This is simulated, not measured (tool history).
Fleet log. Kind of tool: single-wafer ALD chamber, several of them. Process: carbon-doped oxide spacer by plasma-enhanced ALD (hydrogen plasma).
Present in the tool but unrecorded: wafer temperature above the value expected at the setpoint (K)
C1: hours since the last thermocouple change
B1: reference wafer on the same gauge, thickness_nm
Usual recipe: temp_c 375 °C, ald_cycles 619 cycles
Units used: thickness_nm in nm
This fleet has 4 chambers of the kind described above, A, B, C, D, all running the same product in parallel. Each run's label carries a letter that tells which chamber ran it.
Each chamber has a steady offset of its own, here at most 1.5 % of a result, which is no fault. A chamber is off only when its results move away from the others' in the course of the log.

run 1A hour=12.4 | temp_c=375 ald_cycles=619 | C1=1091.2 | B1=29.590 | thickness_nm=31.158
run 2C hour=25.7 | temp_c=375 ald_cycles=619 | C1=232.2 | B1=29.552 | thickness_nm=30.722
run 3B hour=32.3 | temp_c=375 ald_cycles=619 | C1=1378.2 | B1=29.622 | thickness_nm=30.855
run 4D hour=40.3 | temp_c=375 ald_cycles=619 | C1=2159.5 | B1=29.621 | thickness_nm=30.917
run 5C hour=51.7 | temp_c=375 ald_cycles=553 | C1=258.2 | B1=29.601 | thickness_nm=27.364
run 6D hour=62.1 | temp_c=375 ald_cycles=553 | C1=2181.3 | B1=29.611 | thickness_nm=27.407
run 7B hour=74.9 | temp_c=375 ald_cycles=553 | C1=1420.8 | B1=29.574 | thickness_nm=27.602
run 8A hour=83.8 | temp_c=375 ald_cycles=553 | C1=1162.6 | B1=29.574 | thickness_nm=27.655
run 9C hour=89.5 | temp_c=375 ald_cycles=619 | C1=296.0 | B1=29.606 | thickness_nm=30.690
run 10D hour=96.0 | temp_c=375 ald_cycles=619 | C1=2215.2 | B1=29.578 | thickness_nm=31.067
run 11A hour=107.6 | temp_c=375 ald_cycles=619 | C1=1186.4 | B1=29.602 | thickness_nm=31.014
run 12B hour=114.4 | temp_c=375 ald_cycles=619 | C1=1460.3 | B1=29.630 | thickness_nm=31.150
run 13B hour=123.3 | temp_c=375 ald_cycles=619 | C1=1469.2 | B1=29.606 | thickness_nm=30.859
run 14A hour=132.7 | temp_c=375 ald_cycles=619 | C1=1211.5 | B1=29.617 | thickness_nm=31.217
run 15C hour=142.0 | temp_c=375 ald_cycles=619 | C1=348.5 | B1=29.584 | thickness_nm=30.538
run 16D hour=155.1 | temp_c=375 ald_cycles=619 | C1=2274.3 | B1=29.617 | thickness_nm=30.873
run 17C hour=163.0 | temp_c=375 ald_cycles=619 | C1=369.5 | B1=29.611 | thickness_nm=30.242
run 18B hour=170.0 | temp_c=375 ald_cycles=619 | C1=1515.9 | B1=29.572 | thickness_nm=31.042
run 19A hour=179.3 | temp_c=375 ald_cycles=619 | C1=1258.1 | B1=29.609 | thickness_nm=30.920
run 20D hour=190.7 | temp_c=375 ald_cycles=619 | C1=2309.9 | B1=29.598 | thickness_nm=30.676
run 21D hour=202.8 | temp_c=375 ald_cycles=619 | C1=2322.0 | B1=29.627 | thickness_nm=30.753
-- hour=208.8 chamber B: thermocouple changed; heater temperature recalibrated
run 22A hour=213.8 | temp_c=375 ald_cycles=619 | C1=1292.6 | B1=29.566 | thickness_nm=30.797
run 23C hour=221.0 | temp_c=375 ald_cycles=619 | C1=427.5 | B1=29.635 | thickness_nm=30.491
run 24B hour=231.4 | temp_c=375 ald_cycles=619 | C1=22.7 | B1=29.636 | thickness_nm=30.791
run 25A hour=244.4 | temp_c=369 ald_cycles=619 | C1=1323.2 | B1=29.618 | thickness_nm=31.376
run 26D hour=254.6 | temp_c=369 ald_cycles=619 | C1=2373.8 | B1=29.603 | thickness_nm=30.937
run 27C hour=267.1 | temp_c=369 ald_cycles=619 | C1=473.6 | B1=29.619 | thickness_nm=30.604
run 28B hour=276.9 | temp_c=369 ald_cycles=619 | C1=68.2 | B1=29.595 | thickness_nm=30.989
run 29A hour=284.4 | temp_c=375 ald_cycles=619 | C1=1363.2 | B1=29.595 | thickness_nm=31.164
run 30B hour=295.1 | temp_c=375 ald_cycles=619 | C1=86.4 | B1=29.552 | thickness_nm=30.857
run 31D hour=304.6 | temp_c=375 ald_cycles=619 | C1=2423.8 | B1=29.599 | thickness_nm=30.757
run 32C hour=317.7 | temp_c=375 ald_cycles=619 | C1=524.2 | B1=29.600 | thickness_nm=30.765
run 33D hour=326.9 | temp_c=375 ald_cycles=619 | C1=2446.1 | B1=29.626 | thickness_nm=30.904
run 34C hour=337.5 | temp_c=375 ald_cycles=619 | C1=544.0 | B1=29.635 | thickness_nm=30.657

Is one chamber off against the others, does the gauge drift, or is nothing wrong? If a chamber is off, say which, and what the likeliest cause is.

Neither any chamber nor the gauge drifts; the chambers differ only by their own small, steady offsets.

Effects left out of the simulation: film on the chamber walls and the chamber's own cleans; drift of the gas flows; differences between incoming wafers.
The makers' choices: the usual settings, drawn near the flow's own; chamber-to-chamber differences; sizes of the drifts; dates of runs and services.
